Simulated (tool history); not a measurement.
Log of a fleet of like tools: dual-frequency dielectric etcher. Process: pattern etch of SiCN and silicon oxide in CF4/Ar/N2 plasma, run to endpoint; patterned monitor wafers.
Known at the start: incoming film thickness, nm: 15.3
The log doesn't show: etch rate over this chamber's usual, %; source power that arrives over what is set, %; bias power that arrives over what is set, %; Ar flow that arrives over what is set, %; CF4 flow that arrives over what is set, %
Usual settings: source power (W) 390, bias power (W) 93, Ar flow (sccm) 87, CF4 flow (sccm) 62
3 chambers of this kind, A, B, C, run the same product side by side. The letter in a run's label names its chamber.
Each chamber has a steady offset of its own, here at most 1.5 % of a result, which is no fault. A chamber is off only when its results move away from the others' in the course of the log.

run   hour  source power (W)  bias power (W)  Ar flow (sccm)  CF4 flow (sccm)  hours since the last wet clean  hours since the last source power generator calibration  hours since the last bias power generator calibration  hours since the last Ar flow controller change  hours since the last CF4 flow controller change  endpoint time (s)
 1B    8.8               390              93              87               62                           210.1                                                   1428.1                                                 1714.4                                           668.9                                             3169             18.467
 2C   17.8               390              93              87               62                           410.7                                                   1227.6                                                 1254.1                                            3514                                              884             18.342
 3A   30.3               390              93              87               62                            79.3                                                   4049.8                                                 3006.7                                           623.5                                            232.4             18.526
 4C   41.5               390              93              87               62                           434.4                                                   1251.3                                                 1277.8                                          3537.7                                            907.7              18.35
 5A     48               390              93              87               62                              97                                                   4067.5                                                 3024.4                                           641.2                                            250.1             18.411
 6B   60.3               390              93              87               62                           261.6                                                   1479.6                                                 1765.9                                           720.4                                           3220.5              18.59
      61.1  -- chamber C: wet clean of the chamber
 7C   73.7               390              93              87               62                            12.6                                                   1283.5                                                   1310                                          3569.9                                            939.9             18.331
 8A   85.7               390              93              87               62                           134.7                                                   4105.2                                                 3062.1                                           678.9                                            287.8             18.347
        87  -- chamber A: bias power generator calibrated
 9B   98.7               390              93              87               62                             300                                                     1518                                                 1804.3                                           758.8                                           3258.9             18.629
10B  105.7               390              93              87               62                             307                                                     1525                                                 1811.3                                           765.8                                           3265.9             18.656
11A  119.6               390              93              87               62                           168.6                                                   4139.1                                                   32.7                                           712.8                                            321.7             18.489
12C  125.8               390              93              87               62                            64.7                                                   1335.6                                                 1362.1                                            3622                                              992             18.419
13B  136.7               390              93              87               62                             338                                                     1556                                                 1842.3                                           796.8                                           3296.9             18.618
14A  144.3               450              93              87               62                           193.3                                                   4163.8                                                   57.4                                           737.5                                            346.4             16.251
15C  150.9               450              93              87               62                            89.8                                                   1360.7                                                 1387.2                                          3647.1                                           1017.1             16.177
16C  163.8               450              93              87               62                           102.7                                                   1373.6                                                 1400.1                                            3660                                             1030             16.154
     172.9  -- chamber A: source power generator calibrated
17B  177.9               390              93              87               62                           379.2                                                   1597.2                                                 1883.5                                             838                                           3338.1              18.61
18A  184.5               390              93              87               62                           233.5                                                     11.7                                                   97.6                                           777.7                                            386.6             18.029
19C  193.8               390              93              87               62                           132.7                                                   1403.6                                                 1430.1                                            3690                                             1060             18.331
20B    206               390              93              87               62                           407.3                                                   1625.3                                                 1911.6                                           866.1                                           3366.2             18.477
21A  212.2               390              93              87               62                           261.2                                                     39.4                                                  125.3                                           805.4                                            414.3             18.023
22B  225.5               390              93              87               62                           426.8                                                   1644.8                                                 1931.1                                           885.6                                           3385.7             18.543
23C  233.8               390              93              87               62                           172.7                                                   1443.6                                                 1470.1                                            3730                                             1100             18.379
24A  247.9               390              93              87               62                           296.9                                                     75.1                                                    161                                           841.1                                              450             17.929
25B  255.2               390              93              87               62                           456.5                                                   1674.5                                                 1960.8                                           915.3                                           3415.4             18.564
26A  266.1               390              93              87               62                           315.1                                                     93.3                                                  179.2                                           859.3                                            468.2             17.905

What goes on in this fleet: one chamber off, a drifting gauge, or nothing beyond the chambers' own small offsets? Name the chamber and the cause, if any.

A service left chamber A off against the others.
Cause: source power that arrives over what is set, % = 3.36.

Here are 4 candidates for chamber A's next run, each the usual settings with a change, their results left as question marks. Which one brings its results back in line with what the others give on the usual settings?
In line means no further than this from the other chambers' mean on the usual settings: endpoint time (s) 0.2
27A-1  276.3               380              92              87               62                                                                                                                                                                                                                                                                   ?
27A-2  276.3               400              94              87               62                                                                                                                                                                                                                                                                   ?
27A-3  276.3               390              95              87               63                                                                                                                                                                                                                                                                   ?
27A-4  276.3               390              91              88               62                                                                                                                                                                                                                                                                   ?

The other chambers' mean on the usual settings: endpoint time (s) 18.462
  run  endpoint time (s)
27A-1             18.396
27A-2             17.461
27A-3             17.745
27A-4             18.082
27A-1 brings the chamber back in line.
